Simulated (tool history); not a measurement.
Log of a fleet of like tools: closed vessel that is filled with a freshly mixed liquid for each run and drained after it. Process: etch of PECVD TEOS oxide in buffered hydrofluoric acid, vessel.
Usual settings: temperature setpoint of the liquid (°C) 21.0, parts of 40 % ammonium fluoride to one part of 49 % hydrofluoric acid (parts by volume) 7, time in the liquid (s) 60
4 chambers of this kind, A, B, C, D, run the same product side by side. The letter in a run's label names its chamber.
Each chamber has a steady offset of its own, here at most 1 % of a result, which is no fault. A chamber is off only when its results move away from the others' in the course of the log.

run	hour	temperature setpoint of the liquid (°C)	parts of 40 % ammonium fluoride to one part of 49 % hydrofluoric acid (parts by volume)	time in the liquid (s)	hours since the thermometer was replaced	hours since the hydrofluoric acid flow meter was replaced	read-back film thickness of the PECVD TEOS oxide reference wafer, read on the same gauge (nm)	thickness taken off the PECVD TEOS oxide on a monitor wafer (angstrom)
1A	4.1	21.0	7	60	690.1	251.8	69.969	1243.00
2C	12.6	21.0	7	60	765.0	1224.9	69.997	1257.30
3B	18.3	21.0	7	60	740.6	1369.0	70.000	1250.20
4D	25.7	21.0	7	60	144.3	379.0	70.035	1230.20
5C	33.3	21.0	7	60	785.7	1245.6	70.020	1247.00
6A	40.1	21.0	7	60	726.1	287.8	70.024	1238.70
7D	49.1	21.0	7	60	167.7	402.4	70.019	1236.80
8B	54.2	21.0	5	75	776.5	1404.9	70.018	2067.70
9C	59.1	21.0	5	75	811.5	1271.4	69.998	2079.10
10A	67.8	21.0	5	75	753.8	315.5	69.989	2062.00
11D	74.9	21.0	5	75	193.5	428.2	70.020	2070.70
12B	83.3	21.0	7	60	805.6	1434.0	70.042	1253.70
13B	92.6	21.0	7	60	814.9	1443.3	69.975	1254.00
14C	100.3	21.0	7	60	852.7	1312.6	70.017	1253.00
15A	106.3	21.0	7	60	792.3	354.0	69.968	1247.00
16D	113.0	21.0	7	60	231.6	466.3	69.971	1238.90
17D	120.6	21.0	7	60	239.2	473.9	70.005	1238.00
18B	128.3	23.5	7	60	850.6	1479.0	69.972	1438.60
19A	136.2	23.5	7	60	822.2	383.9	70.009	1428.80
20C	141.5	23.5	7	60	893.9	1353.8	69.995	1433.20
21C	148.3	23.5	7	60	900.7	1360.6	70.021	1421.00
22A	157.7	21.0	7	60	843.7	405.4	69.994	1234.30
23B	165.2	21.0	7	60	887.5	1515.9	69.961	1257.20
24D	169.5	21.0	7	60	288.1	522.8	70.047	1243.30
25D	177.0	21.0	7	60	295.6	530.3	70.016	1235.40
26B	185.6	21.0	7	60	907.9	1536.3	70.033	1249.10
27C	191.4	21.0	7	60	943.8	1403.7	69.966	1253.00
28A	197.2	21.0	7	60	883.2	444.9	69.985	1240.60
29D	204.4	21.0	7	45	323.0	557.7	70.010	930.83
30B	210.1	21.0	7	45	932.4	1560.8	69.976	943.33
31C	217.1	21.0	7	45	969.5	1429.4	70.023	935.98
32A	224.2	21.0	7	45	910.2	471.9	69.973	931.41
33D	231.6	21.0	7	60	350.2	584.9	70.012	1239.10

What goes on in this fleet: one chamber off, a drifting gauge, or nothing beyond the chambers' own small offsets? Name the chamber and the cause, if any.

No chamber stands off beyond its own small offset, and the gauge holds steady.

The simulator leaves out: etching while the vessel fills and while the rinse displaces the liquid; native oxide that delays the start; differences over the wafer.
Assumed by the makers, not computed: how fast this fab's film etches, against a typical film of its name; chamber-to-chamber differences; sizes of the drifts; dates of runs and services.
